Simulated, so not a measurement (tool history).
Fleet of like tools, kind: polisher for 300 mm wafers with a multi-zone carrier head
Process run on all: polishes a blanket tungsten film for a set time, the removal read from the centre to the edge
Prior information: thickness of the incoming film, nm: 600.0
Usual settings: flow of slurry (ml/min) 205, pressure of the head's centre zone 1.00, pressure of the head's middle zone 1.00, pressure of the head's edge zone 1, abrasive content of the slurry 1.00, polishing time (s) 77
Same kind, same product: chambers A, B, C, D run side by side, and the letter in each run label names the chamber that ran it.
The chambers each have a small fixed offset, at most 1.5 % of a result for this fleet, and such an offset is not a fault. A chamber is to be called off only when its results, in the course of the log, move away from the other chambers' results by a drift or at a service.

| run | hour | flow of slurry (ml/min) | pressure of the head's centre zone | pressure of the head's middle zone | pressure of the head's edge zone | abrasive content of the slurry | polishing time (s) | film removed at the wafer's centre (Å) | film removed at mid-radius (Å) | film removed at the wafer's edge (Å) |
|---|---|---|---|---|---|---|---|---|---|---|
| 1A | 6.8 | 205 | 1.00 | 1.00 | 1 | 1.00 | 77 | 2418.0 | 2480.3 | 2428.2 |
|  | 17.5 | chamber D: centre zone pressure recalibrated |
| 2B | 19.7 | 205 | 1.00 | 1.00 | 1 | 1.00 | 77 | 2388.2 | 2390.8 | 2405.7 |
|  | 25.4 | chamber C: worn pad replaced by a new one |
| 3D | 30.6 | 205 | 1.00 | 1.00 | 1 | 1.00 | 77 | 2405.4 | 2387.8 | 2421.0 |
| 4C | 38.2 | 205 | 1.00 | 1.00 | 1 | 1.00 | 77 | 2378.0 | 2428.9 | 2377.8 |
|  | 42.3 | chamber D: worn pad replaced by a new one |
| 5C | 51.1 | 205 | 1.00 | 1.00 | 1 | 1.00 | 77 | 2432.6 | 2470.6 | 2386.1 |
| 6B | 60.1 | 205 | 1.00 | 1.00 | 1 | 1.00 | 77 | 2487.6 | 2401.4 | 2482.0 |
|  | 69.4 | chamber A: worn pad replaced by a new one |
| 7A | 72.5 | 205 | 1.00 | 1.00 | 1 | 0.75 | 53 | 1543.1 | 1550.5 | 1605.1 |
| 8D | 79.5 | 205 | 1.00 | 1.00 | 1 | 0.75 | 53 | 1578.5 | 1535.4 | 1583.9 |
| 9D | 91.2 | 205 | 1.00 | 1.00 | 1 | 0.75 | 53 | 1577.4 | 1571.1 | 1528.6 |
| 10B | 97.9 | 205 | 1.00 | 1.00 | 1 | 0.75 | 53 | 1541.4 | 1565.8 | 1546.1 |
| 11A | 110.7 | 205 | 1.00 | 1.00 | 1 | 1.00 | 77 | 2365.5 | 2452.7 | 2402.8 |
| 12C | 124.2 | 205 | 1.00 | 1.00 | 1 | 1.00 | 77 | 2453.6 | 2475.4 | 2387.1 |
|  | 132.9 | chamber C: worn pad replaced by a new one |
| 13D | 136.7 | 205 | 1.00 | 1.00 | 1 | 1.00 | 77 | 2356.1 | 2387.5 | 2417.3 |
| 14B | 143.6 | 205 | 1.00 | 1.00 | 1 | 1.00 | 77 | 2434.9 | 2394.4 | 2420.8 |
| 15A | 150.0 | 205 | 1.00 | 1.00 | 1 | 1.00 | 77 | 2340.2 | 2426.9 | 2428.5 |
|  | 156.5 | chamber B: worn pad replaced by a new one |
| 16C | 160.0 | 205 | 1.00 | 1.00 | 1 | 1.00 | 77 | 2436.9 | 2385.3 | 2383.7 |
|  | 166.9 | chamber D: worn pad replaced by a new one |
| 17B | 172.8 | 205 | 1.00 | 1.00 | 1 | 1.00 | 77 | 2409.3 | 2377.0 | 2330.8 |
|  | 182.6 | chamber A: worn pad replaced by a new one |
| 18D | 183.8 | 205 | 0.91 | 1.00 | 1 | 1.00 | 77 | 2123.3 | 2462.0 | 2403.7 |
| 19C | 190.6 | 205 | 0.91 | 1.00 | 1 | 1.00 | 77 | 2193.7 | 2437.2 | 2426.6 |
| 20A | 199.5 | 205 | 0.91 | 1.00 | 1 | 1.00 | 77 | 2159.1 | 2470.2 | 2388.6 |
|  | 209.4 | chamber D: edge zone pressure recalibrated |
| 21D | 210.3 | 205 | 0.91 | 1.00 | 1 | 1.00 | 77 | 2108.1 | 2361.9 | 2455.9 |
| 22A | 221.5 | 205 | 1.00 | 1.00 | 1 | 1.00 | 77 | 2373.9 | 2427.5 | 2385.7 |
| 23C | 233.9 | 160 | 1.00 | 1.00 | 1 | 1.00 | 77 | 2332.1 | 2316.4 | 2348.2 |
| 24B | 241.5 | 160 | 1.00 | 1.00 | 1 | 1.00 | 77 | 2250.9 | 2253.3 | 2302.1 |
|  | 241.6 | chamber C: worn pad replaced by a new one |
| 25C | 254.0 | 160 | 1.00 | 1.00 | 1 | 1.00 | 77 | 2391.9 | 2312.7 | 2382.4 |
|  | 254.5 | chamber D: slurry nozzle cleaned |
| 26A | 260.6 | 160 | 1.00 | 1.00 | 1 | 1.00 | 77 | 2290.1 | 2319.1 | 2316.3 |
| 27D | 273.5 | 205 | 1.00 | 1.00 | 1 | 1.00 | 77 | 2382.2 | 2378.4 | 2326.8 |
|  | 275.9 | chamber D: worn pad replaced by a new one |
|  | 279.1 | chamber A: worn pad replaced by a new one |
| 28B | 286.1 | 240 | 1.00 | 1.00 | 1 | 1.00 | 52 | 1600.9 | 1609.7 | 1637.8 |
| 29A | 292.9 | 240 | 1.00 | 1.00 | 1 | 1.00 | 52 | 1616.1 | 1657.6 | 1689.0 |
| 30D | 305.2 | 240 | 1.00 | 1.00 | 1 | 1.00 | 52 | 1662.8 | 1653.6 | 1600.7 |
| 31C | 313.2 | 240 | 1.00 | 1.00 | 1 | 1.00 | 52 | 1628.1 | 1645.3 | 1627.3 |
| 32B | 323.3 | 205 | 1.00 | 1.00 | 1 | 1.00 | 77 | 2255.5 | 2242.7 | 2291.4 |
|  | 327.0 | chamber B: worn pad replaced by a new one |
| 33B | 330.4 | 205 | 1.00 | 1.00 | 1 | 1.00 | 77 | 2247.1 | 2293.7 | 2340.2 |
|  | 339.7 | chamber C: worn pad replaced by a new one |
| 34A | 342.2 | 205 | 1.00 | 1.00 | 1 | 1.00 | 77 | 2380.4 | 2440.2 | 2487.8 |
| 35C | 348.3 | 205 | 1.00 | 0.92 | 1 | 1.00 | 77 | 2452.9 | 2255.2 | 2420.6 |
| 36D | 361.6 | 205 | 1.00 | 0.92 | 1 | 1.00 | 77 | 2371.5 | 2208.3 | 2442.0 |

One chamber off, gauge drift, or nothing amiss beyond the chambers' own small offsets? If it is a chamber, which one, and what is the likeliest cause?

Chamber B drifts away from the others.
Likeliest cause: slurry flow missing at the pad, % = 36.5.

Below are 4 candidate recipes for chamber B's next run, each the usual settings with a change, their results shown as question marks. Which of them brings B's results back in line with what the other chambers give on the usual settings?
In line means no further than this from the other chambers' mean on the usual settings: film removed at the wafer's centre (Å) 120.0; film removed at mid-radius (Å) 85.0; film removed at the wafer's edge (Å) 120.0
| 37B-1 | 371.4 | 190 | 0.96 | 0.95 | 1.04 | 1.00 | 69 | ? | ? | ? |
| 37B-2 | 371.4 | 210 | 1.02 | 1.02 | 0.98 | 1.00 | 81 | ? | ? | ? |
| 37B-3 | 371.4 | 200 | 0.98 | 0.98 | 1.02 | 1.00 | 73 | ? | ? | ? |
| 37B-4 | 371.4 | 220 | 1.04 | 1.05 | 0.96 | 1.00 | 85 | ? | ? | ? |

What the other chambers average on the usual settings: film removed at the wafer's centre (Å) 2393.1; film removed at mid-radius (Å) 2407.4; film removed at the wafer's edge (Å) 2394.7
| run | film removed at the wafer's centre (Å) | film removed at mid-radius (Å) | film removed at the wafer's edge (Å) |
|---|---|---|---|
| 37B-1 | 1843.0 | 1865.4 | 2078.0 |
| 37B-2 | 2371.0 | 2390.6 | 2399.9 |
| 37B-3 | 2021.2 | 2054.7 | 2193.1 |
| 37B-4 | 2569.4 | 2601.8 | 2508.1 |
With 37B-2, the chamber falls back in line with the rest.
